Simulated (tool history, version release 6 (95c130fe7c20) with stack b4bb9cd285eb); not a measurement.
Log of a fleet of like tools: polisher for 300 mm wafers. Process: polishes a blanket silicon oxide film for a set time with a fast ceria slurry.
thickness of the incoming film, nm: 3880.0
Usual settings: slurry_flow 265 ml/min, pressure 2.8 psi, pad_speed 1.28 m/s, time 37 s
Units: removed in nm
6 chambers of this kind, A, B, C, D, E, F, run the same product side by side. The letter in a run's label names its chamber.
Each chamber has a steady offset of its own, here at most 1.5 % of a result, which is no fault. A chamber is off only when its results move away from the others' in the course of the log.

run 1F hour=7.4 | slurry_flow=265 pressure=2.8 pad_speed=1.28 time=37 | removed=834.62
-- hour=9.9 chamber D: worn pad replaced by a new one
run 2C hour=21.3 | slurry_flow=265 pressure=2.8 pad_speed=1.28 time=37 | removed=841.94
-- hour=26.8 chamber F: worn pad replaced by a new one
run 3E hour=34.4 | slurry_flow=265 pressure=2.8 pad_speed=1.28 time=37 | removed=817.5
run 4A hour=41.3 | slurry_flow=265 pressure=2.8 pad_speed=1.28 time=37 | removed=826.85
-- hour=44.2 chamber C: worn pad replaced by a new one
-- hour=48.8 chamber D: slurry nozzle cleaned
-- hour=53.8 chamber A: worn pad replaced by a new one
run 5D hour=53.8 | slurry_flow=265 pressure=2.8 pad_speed=1.28 time=37 | removed=828.22
-- hour=55.2 chamber B: worn pad replaced by a new one
-- hour=58.6 chamber E: slurry nozzle cleaned
run 6B hour=67.4 | slurry_flow=265 pressure=2.8 pad_speed=1.28 time=37 | removed=836.36
-- hour=77.2 chamber E: worn pad replaced by a new one
run 7F hour=77.8 | slurry_flow=265 pressure=2.8 pad_speed=1.28 time=37 | removed=829.53
-- hour=82.8 chamber E: head pressure recalibrated
run 8A hour=90.6 | slurry_flow=265 pressure=2.8 pad_speed=1.28 time=37 | removed=843.43
-- hour=98.2 chamber D: worn pad replaced by a new one
run 9C hour=104.7 | slurry_flow=265 pressure=2.8 pad_speed=1.28 time=37 | removed=845.62
-- hour=109 chamber A: head pressure recalibrated
run 10B hour=116.7 | slurry_flow=265 pressure=2.8 pad_speed=1.28 time=37 | removed=825.3
-- hour=129.6 chamber F: worn pad replaced by a new one
run 11D hour=130.9 | slurry_flow=265 pressure=2.8 pad_speed=1.28 time=37 | removed=829.25
run 12E hour=138.3 | slurry_flow=265 pressure=2.8 pad_speed=1.28 time=37 | removed=825.67
run 13E hour=152.1 | slurry_flow=265 pressure=2.8 pad_speed=1.28 time=37 | removed=821.68
-- hour=163.4 chamber C: worn pad replaced by a new one
run 14A hour=165 | slurry_flow=265 pressure=2.8 pad_speed=1.28 time=37 | removed=836.79
-- hour=175.2 chamber E: worn pad replaced by a new one
run 15C hour=178.2 | slurry_flow=265 pressure=2.8 pad_speed=1.28 time=37 | removed=836.72
-- hour=179.8 chamber B: worn pad replaced by a new one
-- hour=181.1 chamber A: worn pad replaced by a new one
run 16F hour=188.4 | slurry_flow=265 pressure=2.8 pad_speed=1.28 time=37 | removed=832.73
-- hour=194.6 chamber D: worn pad replaced by a new one
run 17B hour=203.1 | slurry_flow=265 pressure=2.8 pad_speed=1.28 time=37 | removed=839.22
-- hour=207.4 chamber B: head pressure recalibrated
run 18D hour=210.1 | slurry_flow=265 pressure=2.8 pad_speed=1.52 time=37 | removed=965.35
run 19F hour=217.6 | slurry_flow=265 pressure=2.8 pad_speed=1.52 time=37 | removed=996.21
run 20B hour=227.1 | slurry_flow=265 pressure=2.8 pad_speed=1.52 time=37 | removed=972.57
run 21C hour=236.5 | slurry_flow=265 pressure=2.8 pad_speed=1.52 time=37 | removed=992.66
run 22D hour=250.4 | slurry_flow=265 pressure=2.8 pad_speed=1.52 time=37 | removed=967.71
-- hour=252.2 chamber F: worn pad replaced by a new one
run 23E hour=261.2 | slurry_flow=265 pressure=2.8 pad_speed=1.52 time=37 | removed=981.73
-- hour=263 chamber C: head pressure recalibrated
-- hour=267.5 chamber E: worn pad replaced by a new one
-- hour=269.4 chamber C: worn pad replaced by a new one
run 24A hour=269.8 | slurry_flow=265 pressure=2.8 pad_speed=1.28 time=37 | removed=829.57
run 25C hour=284.4 | slurry_flow=265 pressure=2.8 pad_speed=1.28 time=37 | removed=841.89
-- hour=287.2 chamber D: worn pad replaced by a new one
-- hour=289.3 chamber C: slurry nozzle cleaned
run 26B hour=296.3 | slurry_flow=265 pressure=2.8 pad_speed=1.28 time=43 | removed=945.43
-- hour=297 chamber D: slurry nozzle cleaned
run 27D hour=305.8 | slurry_flow=265 pressure=2.8 pad_speed=1.28 time=43 | removed=950.75
-- hour=311.9 chamber A: worn pad replaced by a new one
run 28E hour=318.7 | slurry_flow=265 pressure=2.8 pad_speed=1.28 time=43 | removed=970.86
-- hour=320.3 chamber A: slurry nozzle cleaned
-- hour=324.5 chamber B: worn pad replaced by a new one
run 29A hour=330.4 | slurry_flow=265 pressure=2.8 pad_speed=1.28 time=43 | removed=983.38
run 30F hour=341.4 | slurry_flow=265 pressure=2.8 pad_speed=1.28 time=43 | removed=963.02
-- hour=344.5 chamber E: worn pad replaced by a new one
run 31B hour=352.5 | slurry_flow=265 pressure=2.8 pad_speed=1.28 time=43 | removed=932.13
-- hour=359.4 chamber F: worn pad replaced by a new one
run 32F hour=359.7 | slurry_flow=265 pressure=2.8 pad_speed=1.28 time=37 | removed=839.35
-- hour=370.5 chamber D: worn pad replaced by a new one
run 33E hour=373.6 | slurry_flow=265 pressure=2.8 pad_speed=1.28 time=37 | removed=825.14
run 34A hour=385.9 | slurry_flow=265 pressure=2.8 pad_speed=1.28 time=37 | removed=833.39
-- hour=396.4 chamber C: worn pad replaced by a new one
run 35C hour=397.7 | slurry_flow=265 pressure=2.8 pad_speed=1.28 time=37 | removed=826.12
run 36D hour=409.6 | slurry_flow=225 pressure=2.8 pad_speed=1.28 time=37 | removed=802.01
run 37E hour=422.8 | slurry_flow=225 pressure=2.8 pad_speed=1.28 time=37 | removed=811.93
run 38C hour=435.6 | slurry_flow=225 pressure=2.8 pad_speed=1.28 time=37 | removed=835.06
-- hour=437.8 chamber A: worn pad replaced by a new one
run 39A hour=444.1 | slurry_flow=225 pressure=2.8 pad_speed=1.28 time=37 | removed=817.91
run 40D hour=451.6 | slurry_flow=225 pressure=2.8 pad_speed=1.28 time=37 | removed=805.51

Is one chamber off against the others, does the gauge drift, or is nothing wrong? If a chamber is off, say which, and what the likeliest cause is.

Chamber B drifts away from the others.
Cause: slurry flow missing at the pad, % = 39.3.

Here are 4 candidates for chamber B's next run, each the usual settings with a change, their results left as question marks. Which one brings its results back in line with what the others give on the usual settings?
In line means no further than this from the other chambers' mean on the usual settings: removed 22 nm
run 41B-1 hour=462.3 | slurry_flow=260 pressure=2.4 pad_speed=1.28 time=37 | removed=?
run 41B-2 hour=462.3 | slurry_flow=265 pressure=2.9 pad_speed=1.3 time=38 | removed=?
run 41B-3 hour=462.3 | slurry_flow=275 pressure=2.8 pad_speed=1.28 time=43 | removed=?
run 41B-4 hour=462.3 | slurry_flow=265 pressure=2.7 pad_speed=1.28 time=36 | removed=?

The other chambers' mean on the usual settings: removed 831.29 nm
run=41B-1 removed=659.82
run=41B-2 removed=836.69
run=41B-3 removed=905.09
run=41B-4 removed=725.93
41B-2 brings the chamber back in line.
